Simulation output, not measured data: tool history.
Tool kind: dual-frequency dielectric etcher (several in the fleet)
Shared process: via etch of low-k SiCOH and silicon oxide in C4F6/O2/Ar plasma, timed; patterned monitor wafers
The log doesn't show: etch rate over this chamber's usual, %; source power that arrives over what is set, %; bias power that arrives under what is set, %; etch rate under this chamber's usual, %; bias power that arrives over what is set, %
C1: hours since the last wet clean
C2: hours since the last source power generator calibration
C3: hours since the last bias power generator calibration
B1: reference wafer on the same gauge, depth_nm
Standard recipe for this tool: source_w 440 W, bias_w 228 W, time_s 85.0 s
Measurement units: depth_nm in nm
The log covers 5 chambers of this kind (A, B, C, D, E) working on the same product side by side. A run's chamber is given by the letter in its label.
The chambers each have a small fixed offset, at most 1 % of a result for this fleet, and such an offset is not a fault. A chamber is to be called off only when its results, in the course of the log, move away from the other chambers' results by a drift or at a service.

Run 1E, day 0.175: usual settings; C1 679.4; C2 3453.8; C3 531.7; B1 226.01. Result: depth_nm 265.41 nm.
Run 2B, day 0.358: usual settings; C1 128.3; C2 810.4; C3 108.6; B1 225.94. Result: depth_nm 268.68 nm.
At day 0.492: chamber E: wet clean of the chamber.
Run 3C, day 0.550: usual settings; C1 65.0; C2 2115.6; C3 2358.2; B1 225.89. Result: depth_nm 264.38 nm.
Run 4D, day 0.654: usual settings; C1 135.7; C2 3633.8; C3 359.4; B1 225.94. Result: depth_nm 265.22 nm.
Run 5A, day 0.875: usual settings; C1 131.8; C2 825.8; C3 986.1; B1 225.78. Result: depth_nm 265.58 nm.
Run 6A, day 1.096: usual settings; C1 137.1; C2 831.1; C3 991.4; B1 225.73. Result: depth_nm 265.31 nm.
Run 7E, day 1.279: usual settings; C1 19.0; C2 3480.3; C3 558.2; B1 225.68. Result: depth_nm 265.14 nm.
Run 8C, day 1.488: usual settings; C1 87.5; C2 2138.1; C3 2380.7; B1 225.63. Result: depth_nm 264.79 nm.
Run 9B, day 1.700: usual settings; C1 160.5; C2 842.6; C3 140.8; B1 225.55. Result: depth_nm 268.61 nm.
Run 10D, day 1.854: usual settings; C1 164.5; C2 3662.6; C3 388.2; B1 225.55. Result: depth_nm 265.10 nm.
Run 11A, day 1.975: usual settings; C1 158.2; C2 852.2; C3 1012.5; B1 225.50. Result: depth_nm 265.02 nm.
Run 12E, day 2.167: usual settings but time_s 108.0 s; C1 40.3; C2 3501.6; C3 579.5; B1 225.55. Result: depth_nm 335.42 nm.
Run 13B, day 2.271: usual settings but time_s 108.0 s; C1 174.2; C2 856.3; C3 154.5; B1 225.40. Result: depth_nm 340.48 nm.
Run 14C, day 2.496: usual settings but time_s 108.0 s; C1 111.7; C2 2162.3; C3 2404.9; B1 225.45. Result: depth_nm 335.75 nm.
Run 15D, day 2.675: usual settings but time_s 108.0 s; C1 184.2; C2 3682.3; C3 407.9; B1 225.35. Result: depth_nm 337.29 nm.
Run 16B, day 2.842: usual settings but time_s 108.0 s; C1 187.9; C2 870.0; C3 168.2; B1 225.32. Result: depth_nm 340.75 nm.
Run 17C, day 3.067: usual settings but bias_w 256 W, time_s 62.5 s; C1 125.4; C2 2176.0; C3 2418.6; B1 225.22. Result: depth_nm 201.81 nm.
Run 18A, day 3.175: usual settings but bias_w 256 W, time_s 62.5 s; C1 187.0; C2 881.0; C3 1041.3; B1 225.19. Result: depth_nm 202.28 nm.
Run 19E, day 3.288: usual settings but bias_w 256 W, time_s 62.5 s; C1 67.2; C2 3528.5; C3 606.4; B1 225.14. Result: depth_nm 201.78 nm.
Run 20D, day 3.412: usual settings but bias_w 256 W, time_s 62.5 s; C1 201.9; C2 3700.0; C3 425.6; B1 225.20. Result: depth_nm 201.85 nm.
Run 21A, day 3.517: usual settings but bias_w 256 W, time_s 62.5 s; C1 195.2; C2 889.2; C3 1049.5; B1 225.19. Result: depth_nm 202.70 nm.
Run 22D, day 3.650: usual settings; C1 207.6; C2 3705.7; C3 431.3; B1 225.13. Result: depth_nm 264.49 nm.
Run 23C, day 3.867: usual settings; C1 144.6; C2 2195.2; C3 2437.8; B1 225.10. Result: depth_nm 263.95 nm.
Run 24E, day 4.088: usual settings; C1 86.4; C2 3547.7; C3 625.6; B1 225.02. Result: depth_nm 264.48 nm.
Run 25B, day 4.229: usual settings; C1 221.2; C2 903.3; C3 201.5; B1 225.02. Result: depth_nm 268.07 nm.
Run 26C, day 4.442: usual settings; C1 158.4; C2 2209.0; C3 2451.6; B1 224.98. Result: depth_nm 263.37 nm.
Run 27A, day 4.621: usual settings; C1 221.7; C2 915.7; C3 1076.0; B1 224.92. Result: depth_nm 264.35 nm.
Run 28B, day 4.775: usual settings; C1 234.3; C2 916.4; C3 214.6; B1 224.85. Result: depth_nm 267.55 nm.
Run 29E, day 4.962: usual settings; C1 107.4; C2 3568.7; C3 646.6; B1 224.85. Result: depth_nm 263.65 nm.
Run 30D, day 5.096: usual settings; C1 242.3; C2 3740.4; C3 466.0; B1 224.80. Result: depth_nm 263.95 nm.
Run 31B, day 5.279: usual settings; C1 246.4; C2 928.5; C3 226.7; B1 224.75. Result: depth_nm 267.71 nm.

Read the log: is a single chamber off, either drifting away or since a service, is the gauge that measures every chamber drifting, or is nothing wrong beyond small per-chamber offsets? Name any odd chamber and what most likely caused it.

No chamber is off; the gauge reading every chamber's wafers drifts, which makes the whole fleet appear to move together.
Most likely cause: gauge reads low (%) = 0.566.

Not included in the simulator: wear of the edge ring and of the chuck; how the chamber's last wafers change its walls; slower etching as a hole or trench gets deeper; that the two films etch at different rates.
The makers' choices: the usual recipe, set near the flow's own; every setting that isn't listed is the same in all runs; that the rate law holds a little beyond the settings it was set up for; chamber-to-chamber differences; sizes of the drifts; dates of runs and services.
